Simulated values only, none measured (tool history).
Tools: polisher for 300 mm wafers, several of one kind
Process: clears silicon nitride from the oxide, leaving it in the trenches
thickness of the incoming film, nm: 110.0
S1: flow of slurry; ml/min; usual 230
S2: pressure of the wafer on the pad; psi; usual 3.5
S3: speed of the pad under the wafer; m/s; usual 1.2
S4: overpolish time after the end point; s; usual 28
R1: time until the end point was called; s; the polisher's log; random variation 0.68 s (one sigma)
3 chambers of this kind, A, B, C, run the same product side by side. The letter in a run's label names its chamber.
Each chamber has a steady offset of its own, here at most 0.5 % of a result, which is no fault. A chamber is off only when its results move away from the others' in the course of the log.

-- day=0.071 chamber A: worn pad replaced by a new one
run 1B day=0.158 | S1=230 S2=3.5 S3=1.2 S4=28 | R1=72.587
run 2C day=0.329 | S1=230 S2=3.5 S3=1.2 S4=28 | R1=73.124
run 3A day=0.496 | S1=230 S2=3.5 S3=1.2 S4=28 | R1=73.848
run 4B day=0.742 | S1=230 S2=3.5 S3=1.2 S4=28 | R1=73.92
run 5C day=0.971 | S1=230 S2=3.5 S3=1.2 S4=28 | R1=73.781
run 6A day=1.162 | S1=230 S2=3.5 S3=1.2 S4=28 | R1=73.786
run 7C day=1.446 | S1=230 S2=3.5 S3=1.2 S4=28 | R1=72.457
run 8A day=1.625 | S1=230 S2=3.5 S3=1.2 S4=28 | R1=74.735
run 9B day=1.867 | S1=230 S2=3.5 S3=1.2 S4=28 | R1=74.778
run 10B day=2.121 | S1=230 S2=3.5 S3=1.2 S4=28 | R1=73.722
run 11C day=2.254 | S1=230 S2=3.5 S3=1.2 S4=28 | R1=74.819
run 12A day=2.467 | S1=230 S2=3.5 S3=1.2 S4=28 | R1=73.149
run 13C day=2.638 | S1=230 S2=3.5 S3=1.2 S4=28 | R1=73.85
run 14A day=2.833 | S1=230 S2=3.5 S3=1.2 S4=28 | R1=73.722
run 15B day=3 | S1=230 S2=3.5 S3=1.2 S4=28 | R1=72.367
run 16B day=3.262 | S1=230 S2=3.5 S3=1.2 S4=28 | R1=72.22
run 17A day=3.421 | S1=230 S2=3.5 S3=1.2 S4=28 | R1=75.418
run 18C day=3.658 | S1=230 S2=3.5 S3=1.2 S4=28 | R1=74.27
-- day=3.733 chamber C: slurry nozzle cleaned
run 19B day=3.908 | S1=230 S2=3.5 S3=1.2 S4=28 | R1=71.307
run 20C day=4.067 | S1=230 S2=3.5 S3=1.2 S4=28 | R1=74.427
-- day=4.142 chamber B: worn pad replaced by a new one
run 21A day=4.279 | S1=230 S2=3.5 S3=1.2 S4=28 | R1=74.208
run 22A day=4.517 | S1=230 S2=3.5 S3=1.2 S4=28 | R1=74.445
run 23B day=4.717 | S1=285 S2=3.5 S3=1.2 S4=19 | R1=68.221
run 24C day=4.971 | S1=285 S2=3.5 S3=1.2 S4=19 | R1=72.167
run 25C day=5.142 | S1=285 S2=3.5 S3=1.2 S4=19 | R1=71.467
run 26A day=5.279 | S1=230 S2=3.5 S3=1.2 S4=28 | R1=74.978
run 27B day=5.529 | S1=230 S2=3.5 S3=1.2 S4=28 | R1=69.07
run 28C day=5.679 | S1=230 S2=3.5 S3=1.2 S4=28 | R1=74.443
run 29B day=5.817 | S1=230 S2=3.5 S3=1.2 S4=28 | R1=69.451
run 30A day=6.092 | S1=230 S2=3.5 S3=1.2 S4=34 | R1=75.577
run 31B day=6.229 | S1=230 S2=3.5 S3=1.2 S4=34 | R1=69.552
run 32A day=6.429 | S1=230 S2=3.5 S3=1.2 S4=34 | R1=74.071
run 33C day=6.592 | S1=230 S2=3.5 S3=1.2 S4=28 | R1=74.358
run 34A day=6.754 | S1=230 S2=3.5 S3=1.2 S4=28 | R1=73.79
run 35B day=6.983 | S1=230 S2=3.5 S3=1.2 S4=28 | R1=68.037
run 36C day=7.204 | S1=230 S2=3.5 S3=1.2 S4=28 | R1=73.569
-- day=7.412 chamber C: worn pad replaced by a new one
run 37A day=7.504 | S1=230 S2=3.5 S3=1.2 S4=28 | R1=74.123
run 38C day=7.642 | S1=230 S2=3.5 S3=1.2 S4=28 | R1=73.335
run 39B day=7.908 | S1=230 S2=3.1 S3=1.2 S4=28 | R1=75.892

Next, every chamber runs the same settings. What will each give?
run 40A day=8.125 | S1=230 S2=3.5 S3=1.2 S4=28 | R1=?
run 40B day=8.125 | S1=230 S2=3.5 S3=1.2 S4=28 | R1=?
run 40C day=8.125 | S1=230 S2=3.5 S3=1.2 S4=28 | R1=?

run=40A R1=73.998
run=40B R1=66.263
run=40C R1=72.795
